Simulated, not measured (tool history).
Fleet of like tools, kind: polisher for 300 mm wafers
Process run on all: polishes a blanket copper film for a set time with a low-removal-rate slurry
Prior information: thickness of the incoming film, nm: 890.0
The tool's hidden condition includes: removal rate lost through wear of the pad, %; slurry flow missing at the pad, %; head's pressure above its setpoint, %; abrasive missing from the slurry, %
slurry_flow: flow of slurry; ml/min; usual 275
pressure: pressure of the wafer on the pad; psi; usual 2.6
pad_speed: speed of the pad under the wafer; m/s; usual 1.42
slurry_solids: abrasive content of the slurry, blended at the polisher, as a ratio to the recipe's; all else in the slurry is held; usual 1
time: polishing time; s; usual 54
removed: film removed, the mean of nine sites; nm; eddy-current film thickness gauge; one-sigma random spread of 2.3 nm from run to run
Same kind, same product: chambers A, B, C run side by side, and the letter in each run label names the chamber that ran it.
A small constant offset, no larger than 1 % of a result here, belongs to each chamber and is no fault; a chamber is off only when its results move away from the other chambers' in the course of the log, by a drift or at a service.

run	day	slurry_flow	pressure	pad_speed	slurry_solids	time	wafers polished on this pad	hours since the slurry nozzle was cleaned	hours since the head pressure was calibrated	hours since the slurry blender was calibrated	removed
1B	0.633	275	2.6	1.42	1	54	565	336.4	356.4	120.7	184.75
# day 0.821: chamber B: worn pad replaced by a new one
2A	0.971	275	2.6	1.42	1	54	719	57	58.5	332.5	184.52
3C	1.338	275	2.6	1.42	1	54	805	294.8	627.1	514.4	186.73
# day 1.683: chamber C: worn pad replaced by a new one
4A	1.875	275	2.6	1.42	1	54	910	78.7	80.2	354.2	185.66
5C	2.458	275	2.6	1.42	1	54	163	321.7	654	541.3	186.47
# day 2.667: chamber C: slurry blender recalibrated
# day 2.946: chamber B: head pressure recalibrated
6B	3.042	275	2.6	1.42	1	54	468	394.2	2.4	178.5	184.7
# day 3.271: chamber B: worn pad replaced by a new one
7B	3.508	275	2.6	1.42	1	54	50	405.4	13.6	189.7	179.81
8A	4.083	275	2.6	1.42	1	54	1375	131.7	133.2	407.2	187.11
# day 4.592: chamber A: slurry blender recalibrated
9C	4.604	320	2.6	1.42	1	70	616	373.2	705.5	46.5	247.87
10B	4.896	320	2.6	1.42	1	70	342	438.7	46.9	223	240.58
11C	5.325	320	2.6	1.42	1	70	767	390.5	722.8	63.8	241.11
12A	5.65	275	2.6	1.42	0.8	64	1705	169.3	170.8	25.4	206.69
# day 5.725: chamber C: worn pad replaced by a new one
# day 5.942: chamber B: slurry blender recalibrated
13B	6.133	275	2.6	1.42	0.8	64	603	468.4	76.6	4.7	209.56
# day 6.367: chamber B: worn pad replaced by a new one
14C	6.475	275	2.6	1.42	0.8	64	158	418.1	750.4	91.4	211.33
15A	6.975	275	2.6	1.42	1	54	1985	201.1	202.6	57.2	186.91
16C	7.396	275	2.1	1.42	1.25	54	352	440.2	772.5	113.5	157.5
# day 7.892: chamber C: head pressure recalibrated
17B	8.004	275	2.1	1.42	1.25	54	345	513.3	121.5	49.6	154.89
18A	8.492	275	2.1	1.42	1.25	54	2305	237.5	239	93.6	155.16
19C	8.967	275	2.6	1.42	1	54	683	477.9	25.9	151.2	188.85
# day 9.254: chamber C: worn pad replaced by a new one
# day 9.458: chamber B: worn pad replaced by a new one
20A	9.458	275	2.6	1.42	1	54	2508	260.7	262.2	116.8	181.48
21B	10.033	275	2.6	1.42	1	54	121	562	170.2	98.3	178.44
22B	10.433	275	2.6	1.42	1	54	205	571.6	179.8	107.9	184.46
23C	10.954	275	2.6	1.42	1	54	359	525.6	73.6	198.9	186.05
24A	11.446	275	2.6	1.42	1	54	2927	308.4	309.9	164.5	181.97
25B	11.742	275	2.6	1.42	1	54	481	603	211.2	139.3	185.36
# day 11.804: chamber A: head pressure recalibrated
# day 12.192: chamber C: slurry nozzle cleaned
26A	12.279	275	2.6	1.42	1	54	3103	328.4	11.5	184.5	173.7
# day 12.542: chamber C: worn pad replaced by a new one
27C	12.771	275	2.6	1.42	1	54	49	14	117.2	242.5	189.01

Which is it: a chamber that has drifted or been left off by a service, a gauge drift common to all chambers, or only each chamber's usual small offset? If a chamber is off, name it and its likeliest cause.

Chamber A drifts away from the others.
Most likely cause: removal rate lost through wear of the pad, % = 7.17.
From this log alone, it may not be told apart from: slurry flow missing at the pad, %; abrasive missing from the slurry, %.

Here are 4 candidates for chamber A's next run, each the usual settings with a change, their results left as question marks. Which one brings its results back in line with what the others give on the usual settings?
To be in line, a result may differ from the other chambers' mean on the usual settings by at most: removed 8.1 nm
28A-1	13.238	275	2.6	1.42	1	46					?
28A-2	13.238	280	2.6	1.42	1	62					?
28A-3	13.238	275	2.6	1.46	1	56					?
28A-4	13.238	275	2.6	1.32	1	54					?

On the usual settings, the other chambers give on average: removed 185.13 nm
run	removed
28A-1	148.16
28A-2	200.04
28A-3	185.4
28A-4	161.78
The answer is 28A-3, which returns the chamber to within the allowed miss of the others.
